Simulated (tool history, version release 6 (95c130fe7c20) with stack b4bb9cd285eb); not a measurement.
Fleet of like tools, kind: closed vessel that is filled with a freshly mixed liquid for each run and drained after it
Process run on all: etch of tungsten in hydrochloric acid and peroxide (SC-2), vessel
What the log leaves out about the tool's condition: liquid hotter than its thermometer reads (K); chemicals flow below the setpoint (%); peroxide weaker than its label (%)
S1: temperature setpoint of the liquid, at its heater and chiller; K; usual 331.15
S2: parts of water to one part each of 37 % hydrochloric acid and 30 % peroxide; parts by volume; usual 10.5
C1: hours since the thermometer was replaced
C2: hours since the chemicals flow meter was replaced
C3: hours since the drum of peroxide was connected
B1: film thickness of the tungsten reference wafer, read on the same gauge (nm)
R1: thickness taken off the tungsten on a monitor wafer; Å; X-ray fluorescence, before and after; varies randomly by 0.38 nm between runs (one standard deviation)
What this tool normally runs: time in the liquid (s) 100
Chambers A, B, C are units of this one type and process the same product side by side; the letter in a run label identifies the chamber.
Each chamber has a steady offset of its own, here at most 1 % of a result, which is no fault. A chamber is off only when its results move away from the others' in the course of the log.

run 1A hour=6.7 | S1=331.15 S2=10.5 time_in_the_liquid_(s)=100 | C1=675.1 C2=334.3 C3=266.3 | B1=30.007 | R1=392.77
run 2C hour=10.0 | S1=331.15 S2=10.5 time_in_the_liquid_(s)=100 | C1=1862.4 C2=169.3 C3=85.9 | B1=30.013 | R1=392.67
run 3B hour=15.7 | S1=331.15 S2=10.5 time_in_the_liquid_(s)=100 | C1=258.2 C2=1603.7 C3=590.6 | B1=30.000 | R1=385.69
run 4B hour=19.4 | S1=331.15 S2=10.5 time_in_the_liquid_(s)=100 | C1=261.9 C2=1607.4 C3=594.3 | B1=30.018 | R1=393.75
run 5A hour=25.5 | S1=331.15 S2=10.5 time_in_the_liquid_(s)=100 | C1=693.9 C2=353.1 C3=285.1 | B1=29.999 | R1=393.11
run 6C hour=31.7 | S1=331.15 S2=10.5 time_in_the_liquid_(s)=100 | C1=1884.1 C2=191.0 C3=107.6 | B1=29.998 | R1=395.67
run 7A hour=36.6 | S1=331.15 S2=10.5 time_in_the_liquid_(s)=100 | C1=705.0 C2=364.2 C3=296.2 | B1=29.990 | R1=397.52
run 8B hour=40.3 | S1=331.15 S2=10.5 time_in_the_liquid_(s)=100 | C1=282.8 C2=1628.3 C3=615.2 | B1=29.974 | R1=390.85
run 9C hour=45.6 | S1=331.15 S2=14.0 time_in_the_liquid_(s)=100 | C1=1898.0 C2=204.9 C3=121.5 | B1=29.992 | R1=308.25
run 10B hour=49.1 | S1=331.15 S2=14.0 time_in_the_liquid_(s)=100 | C1=291.6 C2=1637.1 C3=624.0 | B1=29.995 | R1=304.47
run 11A hour=55.5 | S1=331.15 S2=14.0 time_in_the_liquid_(s)=100 | C1=723.9 C2=383.1 C3=315.1 | B1=30.012 | R1=315.74
run 12C hour=60.4 | S1=331.15 S2=10.5 time_in_the_liquid_(s)=100 | C1=1912.8 C2=219.7 C3=136.3 | B1=30.009 | R1=389.26
run 13C hour=64.8 | S1=331.15 S2=10.5 time_in_the_liquid_(s)=100 | C1=1917.2 C2=224.1 C3=140.7 | B1=29.980 | R1=383.36
run 14B hour=68.5 | S1=331.15 S2=10.5 time_in_the_liquid_(s)=100 | C1=311.0 C2=1656.5 C3=643.4 | B1=29.995 | R1=395.05
run 15A hour=71.7 | S1=331.15 S2=10.5 time_in_the_liquid_(s)=100 | C1=740.1 C2=399.3 C3=331.3 | B1=30.011 | R1=411.60
run 16B hour=76.1 | S1=331.15 S2=10.5 time_in_the_liquid_(s)=100 | C1=318.6 C2=1664.1 C3=651.0 | B1=29.999 | R1=387.92
run 17C hour=81.6 | S1=325.15 S2=5.5 time_in_the_liquid_(s)=100 | C1=1934.0 C2=240.9 C3=157.5 | B1=30.003 | R1=431.15
run 18A hour=87.0 | S1=325.15 S2=5.5 time_in_the_liquid_(s)=100 | C1=755.4 C2=414.6 C3=346.6 | B1=29.982 | R1=483.01
run 19B hour=93.4 | S1=325.15 S2=5.5 time_in_the_liquid_(s)=100 | C1=335.9 C2=1681.4 C3=668.3 | B1=29.989 | R1=440.62
run 20A hour=97.9 | S1=331.15 S2=10.5 time_in_the_liquid_(s)=100 | C1=766.3 C2=425.5 C3=357.5 | B1=30.013 | R1=426.96
run 21C hour=103.7 | S1=331.15 S2=10.5 time_in_the_liquid_(s)=100 | C1=1956.1 C2=263.0 C3=179.6 | B1=29.999 | R1=395.63
run 22A hour=110.3 | S1=331.15 S2=10.5 time_in_the_liquid_(s)=100 | C1=778.7 C2=437.9 C3=369.9 | B1=30.009 | R1=419.51

For the next run the whole fleet of 3 chambers uses the same settings. Give each chamber's results:
run 23A hour=115.3 | S1=331.15 S2=10.5 time_in_the_liquid_(s)=100 | R1=?
run 23B hour=115.3 | S1=331.15 S2=10.5 time_in_the_liquid_(s)=100 | R1=?
run 23C hour=115.3 | S1=331.15 S2=10.5 time_in_the_liquid_(s)=100 | R1=?

run=23A R1=424.44
run=23B R1=391.65
run=23C R1=393.22

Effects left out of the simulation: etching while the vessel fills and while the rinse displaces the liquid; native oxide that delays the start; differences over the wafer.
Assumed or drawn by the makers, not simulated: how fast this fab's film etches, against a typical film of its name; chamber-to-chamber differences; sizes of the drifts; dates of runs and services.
